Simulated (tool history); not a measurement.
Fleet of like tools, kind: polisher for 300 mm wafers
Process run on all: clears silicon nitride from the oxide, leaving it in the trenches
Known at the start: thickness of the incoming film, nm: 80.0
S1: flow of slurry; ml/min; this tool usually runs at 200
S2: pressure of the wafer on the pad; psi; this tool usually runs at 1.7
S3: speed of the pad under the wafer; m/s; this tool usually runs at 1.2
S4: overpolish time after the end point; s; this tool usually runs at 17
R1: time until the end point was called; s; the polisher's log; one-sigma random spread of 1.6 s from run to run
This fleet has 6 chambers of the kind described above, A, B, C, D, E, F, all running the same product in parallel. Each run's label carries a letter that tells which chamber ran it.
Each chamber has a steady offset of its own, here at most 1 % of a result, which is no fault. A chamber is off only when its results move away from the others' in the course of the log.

run,hour,S1,S2,S3,S4,R1
# hour 3.7: chamber B: worn pad replaced by a new one
1C,5.8,200,1.7,1.2,17,148.33
2A,12.1,200,1.7,1.2,17,147.58
3D,19.2,200,1.7,1.2,17,148.48
4F,23,200,1.7,1.2,17,149.72
# hour 27.6: chamber E: worn pad replaced by a new one
5E,31,200,1.7,1.2,17,147.46
6B,35.8,200,1.7,1.2,17,148.71
7E,41,200,1.7,1.2,17,148.67
8A,48.4,200,1.7,1.2,17,146.08
# hour 51.3: chamber B: slurry nozzle cleaned
9B,53.1,200,1.7,1.2,17,148.63
10D,56.7,200,1.7,1.2,17,147.82
11C,64.8,200,1.7,1.2,17,146.63
12F,70.1,200,1.7,1.2,17,149.7
13D,75.1,200,1.7,1.2,17,148.11
14C,80.5,200,1.7,1.2,17,149.95
# hour 84.7: chamber C: worn pad replaced by a new one
15A,87,200,1.7,1.2,17,147.41
16E,94,200,1.7,1.2,17,148.23
17F,101,200,1.7,1.2,17,150.96
# hour 108: chamber D: worn pad replaced by a new one
18B,108.5,200,1.7,1.2,17,146.11
19F,113.1,200,1.7,1.2,17,152.92
20D,118.2,200,1.7,1.2,17,147.71
# hour 121.8: chamber B: worn pad replaced by a new one
# hour 122.1: chamber E: worn pad replaced by a new one
21C,126.4,200,1.7,1.2,17,149.24
22A,133,200,1.7,1.2,17,148.06
# hour 136: chamber E: slurry nozzle cleaned
# hour 136.7: chamber A: worn pad replaced by a new one
23E,140,200,1.7,1.2,17,145.02
# hour 142.9: chamber F: worn pad replaced by a new one
24B,144.5,200,1.7,1.2,17,150.15
25F,152.6,200,1.7,1.2,17,147.61
26A,159.2,200,2.1,1.2,23,122.13
27E,164.1,200,2.1,1.2,23,120.17
28C,170.2,200,2.1,1.2,23,121.13
29B,178.4,200,2.1,1.2,23,122.75
30D,182.6,200,2.1,1.2,23,121.45
31D,188.8,200,2.1,1.2,23,122.76
# hour 189.4: chamber A: slurry nozzle cleaned
32C,194.8,170,1.7,1.2,12,151.99
33F,200.6,170,1.7,1.2,12,151.42
34A,207.1,170,1.7,1.2,12,151.11
# hour 209: chamber E: worn pad replaced by a new one
35B,213.3,170,1.7,1.2,12,147.75
36E,218.6,170,1.7,1.2,12,153.49

Next, every chamber runs the same settings. What will each give?
37A,224.6,200,1.7,1.2,25,?
37B,224.6,200,1.7,1.2,25,?
37C,224.6,200,1.7,1.2,25,?
37D,224.6,200,1.7,1.2,25,?
37E,224.6,200,1.7,1.2,25,?
37F,224.6,200,1.7,1.2,25,?

run,R1
37A,149.64
37B,146.85
37C,149.85
37D,148.82
37E,147.51
37F,148.72
